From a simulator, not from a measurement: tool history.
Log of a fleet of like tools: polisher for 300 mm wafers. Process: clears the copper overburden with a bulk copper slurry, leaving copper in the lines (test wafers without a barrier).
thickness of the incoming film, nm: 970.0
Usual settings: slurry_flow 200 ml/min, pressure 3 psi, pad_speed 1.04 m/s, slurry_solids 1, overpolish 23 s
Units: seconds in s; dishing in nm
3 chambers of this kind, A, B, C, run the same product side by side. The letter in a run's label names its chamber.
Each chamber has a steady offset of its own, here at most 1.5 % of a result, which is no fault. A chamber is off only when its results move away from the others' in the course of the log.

At hour 1.1: chamber A: worn pad replaced by a new one.
Run 1A, hour 5: usual settings. Result: seconds 103.71 s, dishing 108.19 nm.
Run 2B, hour 8.7: usual settings. Result: seconds 102.48 s, dishing 110.96 nm.
Run 3C, hour 15.5: usual settings. Result: seconds 100.21 s, dishing 108.74 nm.
Run 4B, hour 19: usual settings. Result: seconds 102.28 s, dishing 107.84 nm.
At hour 24.8: chamber A: slurry nozzle cleaned.
Run 5A, hour 25.2: usual settings. Result: seconds 103.82 s, dishing 111.23 nm.
Run 6C, hour 31.6: usual settings. Result: seconds 102.13 s, dishing 110.18 nm.
At hour 35.4: chamber A: slurry blender recalibrated.
At hour 36: chamber C: worn pad replaced by a new one.
Run 7A, hour 37.3: usual settings but overpolish 36 s. Result: seconds 102.32 s, dishing 133.18 nm.
Run 8B, hour 41.7: usual settings but overpolish 36 s. Result: seconds 102.85 s, dishing 130.07 nm.
At hour 45.7: chamber A: worn pad replaced by a new one.
Run 9C, hour 48.4: usual settings but overpolish 36 s. Result: seconds 102.7 s, dishing 131.12 nm.
At hour 51: chamber C: head pressure recalibrated.
Run 10B, hour 52.6: usual settings. Result: seconds 101.82 s, dishing 105.32 nm.
Run 11C, hour 59.6: usual settings. Result: seconds 92.957 s, dishing 119.86 nm.
Run 12A, hour 63.9: usual settings. Result: seconds 101.6 s, dishing 110.2 nm.
Run 13C, hour 67.7: usual settings but overpolish 16 s. Result: seconds 92.097 s, dishing 89.443 nm.
Run 14A, hour 72: usual settings but overpolish 16 s. Result: seconds 101.09 s, dishing 86.587 nm.
Run 15B, hour 76.8: usual settings but overpolish 16 s. Result: seconds 103.37 s, dishing 86.263 nm.
At hour 78.8: chamber B: slurry blender recalibrated.
Run 16B, hour 81.2: usual settings. Result: seconds 101.8 s, dishing 106.83 nm.
At hour 84.1: chamber C: worn pad replaced by a new one.
Run 17C, hour 84.7: usual settings. Result: seconds 93.301 s, dishing 115.94 nm.
Run 18A, hour 88.1: usual settings. Result: seconds 100.76 s, dishing 107.66 nm.
At hour 89.1: chamber A: worn pad replaced by a new one.
At hour 89.6: chamber B: worn pad replaced by a new one.
Run 19A, hour 93.6: usual settings. Result: seconds 102.26 s, dishing 111.98 nm.
Run 20C, hour 101.4: usual settings. Result: seconds 93.676 s, dishing 114.29 nm.
Run 21B, hour 108.4: usual settings. Result: seconds 100.81 s, dishing 111.39 nm.

What goes on in this fleet: one chamber off, a drifting gauge, or nothing beyond the chambers' own small offsets? Name the chamber and the cause, if any.

A service left chamber C off against the others.
Cause: head's pressure above its setpoint, % = 8.62.

Here are 4 candidates for chamber C's next run, each the usual settings with a change, their results left as question marks. Which one brings its results back in line with what the others give on the usual settings?
In line means no further than this from the other chambers' mean on the usual settings: seconds 3.4 s; dishing 8.2 nm
Run 22C-1, hour 114: usual settings but pad_speed 1.06 m/s. Result: seconds ?, dishing ?.
Run 22C-2, hour 114: usual settings but pressure 2.9 psi, pad_speed 1 m/s. Result: seconds ?, dishing ?.
Run 22C-3, hour 114: usual settings but pressure 3.1 psi, pad_speed 1.08 m/s. Result: seconds ?, dishing ?.
Run 22C-4, hour 114: usual settings but pad_speed 1.02 m/s. Result: seconds ?, dishing ?.

The other chambers' mean on the usual settings: seconds 101.97 s; dishing 109.07 nm
  run  seconds  dishing
22C-1   92.508   116.48
22C-2   101.37   110.13
22C-3   87.913   120.31
22C-4   96.125   114.05
22C-2 brings the chamber back in line.

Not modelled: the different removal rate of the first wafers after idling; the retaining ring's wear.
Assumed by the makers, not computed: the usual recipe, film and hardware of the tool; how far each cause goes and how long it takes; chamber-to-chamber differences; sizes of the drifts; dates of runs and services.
